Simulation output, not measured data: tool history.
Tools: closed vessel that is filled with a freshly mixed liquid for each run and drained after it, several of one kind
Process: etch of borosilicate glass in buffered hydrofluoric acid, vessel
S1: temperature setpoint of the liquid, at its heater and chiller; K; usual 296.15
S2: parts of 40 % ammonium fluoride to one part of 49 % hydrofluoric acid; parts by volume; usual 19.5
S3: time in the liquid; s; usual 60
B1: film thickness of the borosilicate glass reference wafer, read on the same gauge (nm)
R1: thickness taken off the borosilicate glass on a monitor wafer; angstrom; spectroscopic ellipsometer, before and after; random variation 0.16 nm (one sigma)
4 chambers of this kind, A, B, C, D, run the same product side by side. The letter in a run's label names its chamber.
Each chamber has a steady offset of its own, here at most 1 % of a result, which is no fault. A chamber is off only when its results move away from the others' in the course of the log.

Run 1A, day 0.425: usual settings; B1 139.99. Result: R1 365.55 angstrom.
Run 2C, day 0.762: usual settings; B1 139.99. Result: R1 370.68 angstrom.
Run 3B, day 1.004: usual settings; B1 139.99. Result: R1 368.96 angstrom.
Run 4D, day 1.325: usual settings; B1 139.99. Result: R1 368.85 angstrom.
Run 5C, day 1.704: usual settings but S1 292.15 K, S3 35 s; B1 140.02. Result: R1 173.17 angstrom.
Run 6A, day 2.112: usual settings but S1 292.15 K, S3 35 s; B1 140.00. Result: R1 171.25 angstrom.
Run 7B, day 2.550: usual settings but S1 292.15 K, S3 35 s; B1 140.04. Result: R1 173.52 angstrom.
Run 8D, day 2.854: usual settings but S1 292.15 K, S3 35 s; B1 140.02. Result: R1 173.62 angstrom.
Run 9B, day 3.146: usual settings but S3 40 s; B1 140.01. Result: R1 248.56 angstrom.
Run 10A, day 3.617: usual settings but S3 40 s; B1 139.99. Result: R1 243.38 angstrom.
At day 3.796: chamber C: hydrofluoric acid flow meter replaced.
Run 11D, day 4.096: usual settings but S3 40 s; B1 140.01. Result: R1 246.48 angstrom.
Run 12C, day 4.333: usual settings but S3 40 s; B1 140.02. Result: R1 244.93 angstrom.
Run 13A, day 4.750: usual settings; B1 139.99. Result: R1 364.11 angstrom.
Run 14D, day 4.979: usual settings; B1 140.02. Result: R1 369.40 angstrom.
Run 15B, day 5.238: usual settings; B1 140.02. Result: R1 372.47 angstrom.
Run 16C, day 5.629: usual settings; B1 140.00. Result: R1 370.04 angstrom.
Run 17A, day 5.850: usual settings but S1 291.65 K; B1 139.98. Result: R1 282.63 angstrom.
Run 18D, day 6.271: usual settings but S1 291.65 K; B1 140.02. Result: R1 291.03 angstrom.
Run 19C, day 6.638: usual settings but S1 291.65 K; B1 140.00. Result: R1 289.07 angstrom.
Run 20B, day 7.038: usual settings but S1 291.65 K; B1 140.03. Result: R1 287.22 angstrom.
Run 21A, day 7.279: usual settings; B1 140.04. Result: R1 364.61 angstrom.
Run 22C, day 7.512: usual settings but S1 291.65 K; B1 139.97. Result: R1 288.45 angstrom.
Run 23D, day 7.825: usual settings but S1 291.65 K; B1 140.00. Result: R1 289.89 angstrom.
Run 24B, day 8.262: usual settings but S1 291.65 K; B1 139.99. Result: R1 289.02 angstrom.
Run 25C, day 8.662: usual settings but S1 291.65 K; B1 139.99. Result: R1 288.99 angstrom.
Run 26B, day 8.875: usual settings; B1 140.01. Result: R1 368.49 angstrom.
At day 9.200: chamber C: thermometer replaced.
Run 27A, day 9.250: usual settings; B1 140.01. Result: R1 365.08 angstrom.
Run 28D, day 9.562: usual settings; B1 139.99. Result: R1 368.63 angstrom.
Run 29B, day 9.975: usual settings; B1 139.99. Result: R1 370.72 angstrom.
Run 30C, day 10.371: usual settings; B1 140.02. Result: R1 371.26 angstrom.
Run 31A, day 10.758: usual settings; B1 140.02. Result: R1 364.39 angstrom.
Run 32D, day 10.971: usual settings; B1 140.02. Result: R1 368.21 angstrom.
Run 33A, day 11.229: usual settings but S2 22.5 parts by volume, S3 85 s; B1 140.01. Result: R1 464.74 angstrom.
Run 34D, day 11.646: usual settings but S2 22.5 parts by volume, S3 85 s; B1 139.98. Result: R1 474.37 angstrom.
Run 35C, day 12.054: usual settings but S2 22.5 parts by volume, S3 85 s; B1 140.03. Result: R1 470.22 angstrom.

Next, every chamber runs the same settings. What will each give?
Run 36A, day 12.396: usual settings but S2 25.5 parts by volume. Result: R1 ?.
Run 36B, day 12.396: usual settings but S2 25.5 parts by volume. Result: R1 ?.
Run 36C, day 12.396: usual settings but S2 25.5 parts by volume. Result: R1 ?.
Run 36D, day 12.396: usual settings but S2 25.5 parts by volume. Result: R1 ?.

run      R1
36A  298.68
36B  305.07
36C  303.31
36D  305.42

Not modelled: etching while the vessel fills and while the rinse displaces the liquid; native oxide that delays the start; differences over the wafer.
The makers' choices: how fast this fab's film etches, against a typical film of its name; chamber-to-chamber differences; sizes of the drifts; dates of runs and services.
